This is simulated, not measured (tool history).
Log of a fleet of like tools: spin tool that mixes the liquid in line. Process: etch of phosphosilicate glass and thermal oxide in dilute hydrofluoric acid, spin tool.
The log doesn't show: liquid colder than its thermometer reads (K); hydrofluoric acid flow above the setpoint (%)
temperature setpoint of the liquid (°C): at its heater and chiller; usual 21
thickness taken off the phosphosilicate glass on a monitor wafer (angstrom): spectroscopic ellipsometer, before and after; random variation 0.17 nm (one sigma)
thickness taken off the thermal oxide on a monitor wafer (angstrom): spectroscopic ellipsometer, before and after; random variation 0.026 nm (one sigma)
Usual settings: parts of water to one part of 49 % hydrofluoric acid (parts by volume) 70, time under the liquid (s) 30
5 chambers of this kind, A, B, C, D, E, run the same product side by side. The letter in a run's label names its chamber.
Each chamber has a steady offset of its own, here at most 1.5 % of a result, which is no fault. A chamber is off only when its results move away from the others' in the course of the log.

run,hour,temperature setpoint of the liquid (°C),parts of water to one part of 49 % hydrofluoric acid (parts by volume),time under the liquid (s),hours since the thermometer was replaced,hours since the hydrofluoric acid flow meter was replaced,"read-back film thickness of the phosphosilicate glass reference wafer, read on the same gauge (nm)","read-back film thickness of the thermal oxide reference wafer, read on the same gauge (nm)",thickness taken off the phosphosilicate glass on a monitor wafer (angstrom),thickness taken off the thermal oxide on a monitor wafer (angstrom)
1B,11.2,21,70,30,868.7,571.4,40.003,89.988,233.68,19.383
2A,25.8,21,70,30,200.4,173.4,39.97,90.015,240.84,18.963
3D,36.4,21,70,30,211.5,1486.2,40.011,89.97,237.82,19.297
4C,49,21,70,30,880.5,442.7,39.991,90.018,236.48,19.236
5E,58,21,70,30,945.5,1160.7,40.013,89.998,238.88,19.237
6E,68.9,21,100,30,956.4,1171.6,39.989,89.996,159.5,12.871
7D,84.8,21,100,30,259.9,1534.6,39.973,89.98,161.99,12.715
8C,94.3,21,100,30,925.8,488,40.021,89.989,158.08,12.819
9B,110,21,100,30,967.5,670.2,39.963,90.004,159.45,12.655
10A,125,21,100,30,299.6,272.6,40.032,90.013,160,12.998
11E,137.1,21,70,30,1024.6,1239.8,40.025,89.991,234.95,19.289
12B,148,21,70,30,1005.5,708.2,40.013,89.973,237.86,19.253
13A,163.1,21,70,30,337.7,310.7,40.013,90.05,238.13,18.779
14D,174.5,21,70,30,349.6,1624.3,39.998,89.998,239.73,18.591
15C,186,21,70,30,1017.5,579.7,40.001,90.047,237.27,19.152
16E,196.8,25.5,70,30,1084.3,1299.5,39.953,89.978,284.2,22.713
17C,212.5,25.5,70,30,1044,606.2,40.011,90.035,283.67,22.922
18D,220.3,25.5,70,30,395.4,1670.1,39.98,89.99,285.76,22.952
19B,232,25.5,70,30,1089.5,792.2,39.969,89.983,280.87,23.203
20A,239.2,25.5,70,30,413.8,386.8,39.958,89.96,281.63,23.362
# hour 248: chamber D: hydrofluoric acid flow meter replaced
21E,248.1,21,70,30,1135.6,1350.8,40.023,90.03,237.95,18.801
22A,263,21,70,30,437.6,410.6,39.995,89.966,237.11,18.846
23C,271.5,21,70,30,1103,665.2,39.981,90.037,237.1,19.394
24D,285.8,23.5,70,30,460.9,37.9,39.996,90.009,260.91,21.034
25B,294.2,23.5,70,30,1151.7,854.4,39.969,90.009,263.87,21.087
26A,310.4,23.5,70,30,485,458,40.004,89.997,262.81,20.758
27B,323.7,23.5,70,30,1181.2,883.9,40.003,89.968,261.21,20.978
28C,339.7,23.5,70,30,1171.2,733.4,40.023,89.996,261.81,20.868
29D,348.6,21,70,30,523.7,100.7,40.013,89.981,238.44,18.327
# hour 355.7: chamber E: hydrofluoric acid flow meter replaced
30E,360.2,21,70,30,1247.7,4.5,40.031,89.98,237.88,18.864
31E,374.8,21,70,30,1262.3,19.1,39.974,90.018,236.75,19.55
32A,383.9,21,70,30,558.5,531.5,39.973,90.028,241.51,18.602
33B,392.3,21,70,30,1249.8,952.5,40,90.016,233.94,19.099
34D,401.2,21,70,30,576.3,153.3,39.991,90.02,234.89,18.737
35C,415.2,21,70,30,1246.7,808.9,39.979,90.011,236.69,19.57
36A,428.6,21,70,30,603.2,576.2,39.954,89.99,238.28,19.349
37D,437.4,21,70,30,612.5,189.5,39.972,89.997,234.02,18.928
38B,449.3,21,70,30,1306.8,1009.5,40.02,90.027,234.79,18.984
39C,463,21,70,30,1294.5,856.7,40.047,89.981,236.7,19.064
40E,478.1,21,70,30,1365.6,122.4,40.006,90.006,234.61,19.052

Is one chamber off against the others, does the gauge drift, or is nothing wrong? If a chamber is off, say which, and what the likeliest cause is.

No chamber stands off beyond its own small offset, and the gauge holds steady.
